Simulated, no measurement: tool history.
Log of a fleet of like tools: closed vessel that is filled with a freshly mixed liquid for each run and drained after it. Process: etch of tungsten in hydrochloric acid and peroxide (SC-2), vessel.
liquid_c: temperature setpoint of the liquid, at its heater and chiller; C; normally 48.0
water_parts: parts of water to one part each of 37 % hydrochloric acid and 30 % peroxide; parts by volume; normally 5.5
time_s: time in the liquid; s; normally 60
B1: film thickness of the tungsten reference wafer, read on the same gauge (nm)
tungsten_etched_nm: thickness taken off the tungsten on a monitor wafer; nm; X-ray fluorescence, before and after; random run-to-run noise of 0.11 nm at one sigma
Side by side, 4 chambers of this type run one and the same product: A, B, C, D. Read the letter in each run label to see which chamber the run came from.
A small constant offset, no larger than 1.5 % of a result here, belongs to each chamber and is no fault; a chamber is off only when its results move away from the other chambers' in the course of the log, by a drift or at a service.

At hour 0.2: chamber A: new drum of peroxide connected.
Run 1A, hour 5.0: usual settings; B1 120.00. Result: tungsten_etched_nm 23.2490 nm.
Run 2D, hour 10.9: usual settings; B1 119.95. Result: tungsten_etched_nm 23.4680 nm.
Run 3C, hour 15.0: usual settings; B1 120.00. Result: tungsten_etched_nm 23.6550 nm.
Run 4B, hour 20.0: usual settings; B1 120.00. Result: tungsten_etched_nm 23.3900 nm.
Run 5C, hour 25.9: usual settings; B1 119.99. Result: tungsten_etched_nm 23.5900 nm.
At hour 28.7: chamber B: thermometer replaced.
Run 6D, hour 29.1: usual settings; B1 120.02. Result: tungsten_etched_nm 23.5510 nm.
Run 7B, hour 32.0: usual settings; B1 119.99. Result: tungsten_etched_nm 23.5010 nm.
Run 8A, hour 37.9: usual settings; B1 120.02. Result: tungsten_etched_nm 23.5020 nm.
Run 9D, hour 42.4: usual settings; B1 119.99. Result: tungsten_etched_nm 23.5480 nm.
At hour 42.5: chamber C: chemicals flow meter replaced.
Run 10B, hour 48.3: usual settings; B1 119.97. Result: tungsten_etched_nm 23.6570 nm.
Run 11A, hour 53.6: usual settings; B1 120.03. Result: tungsten_etched_nm 23.3630 nm.
Run 12C, hour 57.0: usual settings; B1 120.00. Result: tungsten_etched_nm 23.5540 nm.
Run 13B, hour 61.9: usual settings; B1 119.98. Result: tungsten_etched_nm 23.5860 nm.
Run 14C, hour 65.5: usual settings but liquid_c 43.5 C, water_parts 8.0 parts by volume; B1 120.07. Result: tungsten_etched_nm 12.8760 nm.
Run 15D, hour 71.6: usual settings but liquid_c 43.5 C, water_parts 8.0 parts by volume; B1 119.96. Result: tungsten_etched_nm 12.9660 nm.
Run 16A, hour 76.6: usual settings but liquid_c 43.5 C, water_parts 8.0 parts by volume; B1 119.96. Result: tungsten_etched_nm 12.6960 nm.
At hour 81.6: chamber D: thermometer replaced.
Run 17D, hour 82.7: usual settings but liquid_c 43.5 C, water_parts 8.0 parts by volume; B1 120.02. Result: tungsten_etched_nm 12.9760 nm.
Run 18C, hour 88.6: usual settings; B1 119.99. Result: tungsten_etched_nm 23.6240 nm.
Run 19A, hour 94.5: usual settings; B1 120.03. Result: tungsten_etched_nm 23.3370 nm.
Run 20B, hour 98.6: usual settings; B1 119.98. Result: tungsten_etched_nm 23.5880 nm.
Run 21D, hour 102.0: usual settings; B1 120.04. Result: tungsten_etched_nm 23.5900 nm.
Run 22A, hour 107.4: usual settings; B1 119.95. Result: tungsten_etched_nm 23.3360 nm.
Run 23B, hour 112.0: usual settings; B1 120.00. Result: tungsten_etched_nm 23.7250 nm.
Run 24C, hour 117.9: usual settings but liquid_c 39.0 C, water_parts 7.5 parts by volume; B1 120.03. Result: tungsten_etched_nm 9.9304 nm.
Run 25A, hour 122.8: usual settings but liquid_c 39.0 C, water_parts 7.5 parts by volume; B1 119.99. Result: tungsten_etched_nm 9.9016 nm.
Run 26C, hour 125.9: usual settings but liquid_c 39.0 C, water_parts 7.5 parts by volume; B1 119.96. Result: tungsten_etched_nm 9.9045 nm.
Run 27B, hour 128.7: usual settings but liquid_c 39.0 C, water_parts 7.5 parts by volume; B1 120.01. Result: tungsten_etched_nm 9.8574 nm.
Run 28D, hour 134.6: usual settings; B1 119.98. Result: tungsten_etched_nm 23.4870 nm.
Run 29D, hour 140.4: usual settings; B1 120.00. Result: tungsten_etched_nm 23.4550 nm.
Run 30A, hour 143.9: usual settings; B1 119.99. Result: tungsten_etched_nm 23.3750 nm.
At hour 146.9: chamber D: new drum of peroxide connected.
Run 31B, hour 148.6: usual settings; B1 119.97. Result: tungsten_etched_nm 23.5150 nm.
At hour 152.1: chamber B: chemicals flow meter replaced.
Run 32C, hour 153.5: usual settings; B1 120.01. Result: tungsten_etched_nm 23.6690 nm.
Run 33B, hour 158.1: usual settings; B1 119.96. Result: tungsten_etched_nm 23.4850 nm.
At hour 160.8: chamber A: thermometer replaced.
Run 34D, hour 161.4: usual settings; B1 119.97. Result: tungsten_etched_nm 23.4720 nm.
Run 35A, hour 166.4: usual settings; B1 120.03. Result: tungsten_etched_nm 23.2410 nm.
Run 36C, hour 170.4: usual settings; B1 119.99. Result: tungsten_etched_nm 23.6700 nm.
Run 37D, hour 174.9: usual settings; B1 120.00. Result: tungsten_etched_nm 23.5900 nm.
Run 38A, hour 179.1: usual settings; B1 120.00. Result: tungsten_etched_nm 23.3220 nm.
Run 39C, hour 183.0: usual settings; B1 119.99. Result: tungsten_etched_nm 23.7080 nm.
Run 40B, hour 185.7: usual settings; B1 119.99. Result: tungsten_etched_nm 23.5120 nm.

Next, all 4 chambers run the settings below, one line each with question marks for the results. What does each chamber give?
Run 41A, hour 190.2: usual settings but water_parts 4.0 parts by volume. Result: tungsten_etched_nm ?.
Run 41B, hour 190.2: usual settings but water_parts 4.0 parts by volume. Result: tungsten_etched_nm ?.
Run 41C, hour 190.2: usual settings but water_parts 4.0 parts by volume. Result: tungsten_etched_nm ?.
Run 41D, hour 190.2: usual settings but water_parts 4.0 parts by volume. Result: tungsten_etched_nm ?.

run  tungsten_etched_nm
41A             29.0880
41B             29.5810
41C             29.5700
41D             29.5250
